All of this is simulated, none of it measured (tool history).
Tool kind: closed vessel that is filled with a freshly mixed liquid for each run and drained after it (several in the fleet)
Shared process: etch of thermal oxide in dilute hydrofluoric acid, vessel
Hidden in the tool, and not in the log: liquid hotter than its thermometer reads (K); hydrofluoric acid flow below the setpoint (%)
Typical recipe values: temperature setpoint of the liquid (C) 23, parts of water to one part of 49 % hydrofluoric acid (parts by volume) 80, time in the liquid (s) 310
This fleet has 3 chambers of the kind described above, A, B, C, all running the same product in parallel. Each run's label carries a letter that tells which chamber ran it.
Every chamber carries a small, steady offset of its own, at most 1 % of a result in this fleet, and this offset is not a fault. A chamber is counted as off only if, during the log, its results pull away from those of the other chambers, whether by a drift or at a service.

run   hour  temperature setpoint of the liquid (C)  parts of water to one part of 49 % hydrofluoric acid (parts by volume)  time in the liquid (s)  hours since the thermometer was replaced  hours since the hydrofluoric acid flow meter was replaced  read-back film thickness of the thermal oxide reference wafer, read on the same gauge (nm)  thickness taken off the thermal oxide on a monitor wafer (nm)
 1A    2.6                                      23                                                                      80                     310                                    1757.7                                                     1181.7                                                                                      29.945                                                         18.165
 2B    5.8                                      23                                                                      80                     310                                     228.6                                                      113.2                                                                                      30.007                                                         18.118
 3C    8.8                                      23                                                                      80                     310                                       464                                                      857.8                                                                                       29.99                                                         18.064
 4C   13.3                                      23                                                                      80                     310                                     468.5                                                      862.3                                                                                       30.02                                                         18.001
 5A     16                                      23                                                                      80                     310                                    1771.1                                                     1195.1                                                                                      29.977                                                         18.111
 6B   19.3                                      23                                                                      80                     310                                     242.1                                                      126.7                                                                                      29.969                                                         18.107
 7A   22.9                                      23                                                                      80                     310                                      1778                                                       1202                                                                                      29.977                                                         18.082
 8B   27.2                                      23                                                                      80                     310                                       250                                                      134.6                                                                                      30.034                                                         17.994
 9C   29.9                                    19.5                                                                     120                     310                                     485.1                                                      878.9                                                                                      30.014                                                         9.9905
10C     34                                    19.5                                                                     120                     310                                     489.2                                                        883                                                                                      29.982                                                         10.054
11A   37.5                                    19.5                                                                     120                     310                                    1792.6                                                     1216.6                                                                                      29.966                                                         10.064
12B   40.5                                      23                                                                      80                     310                                     263.3                                                      147.9                                                                                      30.026                                                         18.026
13C   44.7                                      23                                                                      80                     310                                     499.9                                                      893.7                                                                                      30.025                                                         17.915
14A   47.8                                      23                                                                      80                     310                                    1802.9                                                     1226.9                                                                                      29.981                                                         17.994
15B   52.2                                      23                                                                      65                     215                                       275                                                      159.6                                                                                      29.999                                                          15.75
16C   55.2                                      23                                                                      65                     215                                     510.4                                                      904.2                                                                                      30.035                                                         15.892
17B   59.3                                      23                                                                      65                     215                                     282.1                                                      166.7                                                                                      30.022                                                          15.73
18A   62.3                                      23                                                                      80                     310                                    1817.4                                                     1241.4                                                                                      29.948                                                         18.076
19C   66.2                                      23                                                                      80                     310                                     521.4                                                      915.2                                                                                       29.97                                                         17.826
20A   70.6                                      20                                                                      45                     310                                    1825.7                                                     1249.7                                                                                      30.044                                                         29.854
21B   73.5                                      20                                                                      45                     310                                     296.3                                                      180.9                                                                                      29.978                                                         29.485
22C   75.8                                      20                                                                      45                     310                                       531                                                      924.8                                                                                      30.038                                                         28.309
23B   79.9                                      23                                                                      80                     310                                     302.7                                                      187.3                                                                                      30.025                                                         18.297
24A   83.6                                      23                                                                      80                     310                                    1838.7                                                     1262.7                                                                                       29.97                                                          18.15
25A   86.6                                      23                                                                      80                     310                                    1841.7                                                     1265.7                                                                                      29.981                                                         18.311
26B   89.5                                      23                                                                      80                     310                                     312.3                                                      196.9                                                                                          30                                                         18.063
27C   91.7                                      23                                                                      80                     310                                     546.9                                                      940.7                                                                                      29.996                                                         17.003
28A   94.4                                      23                                                                      80                     310                                    1849.5                                                     1273.5                                                                                      30.009                                                         18.373
29C   98.2                                      23                                                                      80                     310                                     553.4                                                      947.2                                                                                      30.006                                                         17.108
30B  102.5                                      23                                                                      80                     310                                     325.3                                                      209.9                                                                                      30.002                                                          18.18
31A  104.6                                      23                                                                      80                     310                                    1859.7                                                     1283.7                                                                                      30.017                                                         18.176
32C  107.3                                      23                                                                      80                     310                                     562.5                                                      956.3                                                                                      30.045                                                         16.804
33B  110.1                                      23                                                                      80                     310                                     332.9                                                      217.5                                                                                      30.029                                                         17.961
34C  114.3                                      23                                                                      80                     310                                     569.5                                                      963.3                                                                                      30.012                                                         16.618
35B  117.1                                      23                                                                      80                     310                                     339.9                                                      224.5                                                                                      30.034                                                         18.062
36A  120.5                                      23                                                                      80                     310                                    1875.6                                                     1299.6                                                                                      29.996                                                         18.149
37A  124.3                                      23                                                                      80                     310                                    1879.4                                                     1303.4                                                                                      30.039                                                         18.246
38B  127.6                                      23                                                                      80                     310                                     350.4                                                        235                                                                                      29.977                                                         18.278
39C  132.2                                      23                                                                      80                     310                                     587.4                                                      981.2                                                                                      29.975                                                         16.755
40C  135.8                                      23                                                                      80                     310                                       591                                                      984.8                                                                                      30.053                                                         16.493
41B  140.3                                    25.5                                                                      55                     310                                     363.1                                                      247.7                                                                                      29.969                                                         29.986
42A  142.7                                    25.5                                                                      55                     310                                    1897.8                                                     1321.8                                                                                      29.988                                                         30.416

Does one chamber stand apart from the rest, does the shared gauge drift, or is all well apart from small per-chamber offsets? Give the chamber and the most likely cause, where there is one.

Little by little, chamber C moves away from the other chambers.
Most likely cause: hydrofluoric acid flow below the setpoint (%) = 10.4.
With only this log, it may be confused with: liquid colder than its thermometer reads (K).

Chamber C could run next with any of the 4 candidate recipes listed below; each alters the usual settings, and their results appear as question marks. Which one brings its results back in line with what the other chambers deliver on the usual settings?
To be in line, a result may differ from the other chambers' mean on the usual settings by at most: thickness taken off the thermal oxide on a monitor wafer (nm) 0.55
43C-1  145.9                                      23                                                                      80                     275                                                                                                                                                                                                                                                               ?
43C-2  145.9                                    24.5                                                                      80                     310                                                                                                                                                                                                                                                               ?
43C-3  145.9                                      23                                                                      80                     295                                                                                                                                                                                                                                                               ?
43C-4  145.9                                      23                                                                      75                     325                                                                                                                                                                                                                                                               ?

The mean the other chambers reach with the usual settings: thickness taken off the thermal oxide on a monitor wafer (nm) 18.164
  run  thickness taken off the thermal oxide on a monitor wafer (nm)
43C-1                                                         14.284
43C-2                                                         17.098
43C-3                                                         15.322
43C-4                                                         18.131
With 43C-4, the chamber falls back in line with the rest.
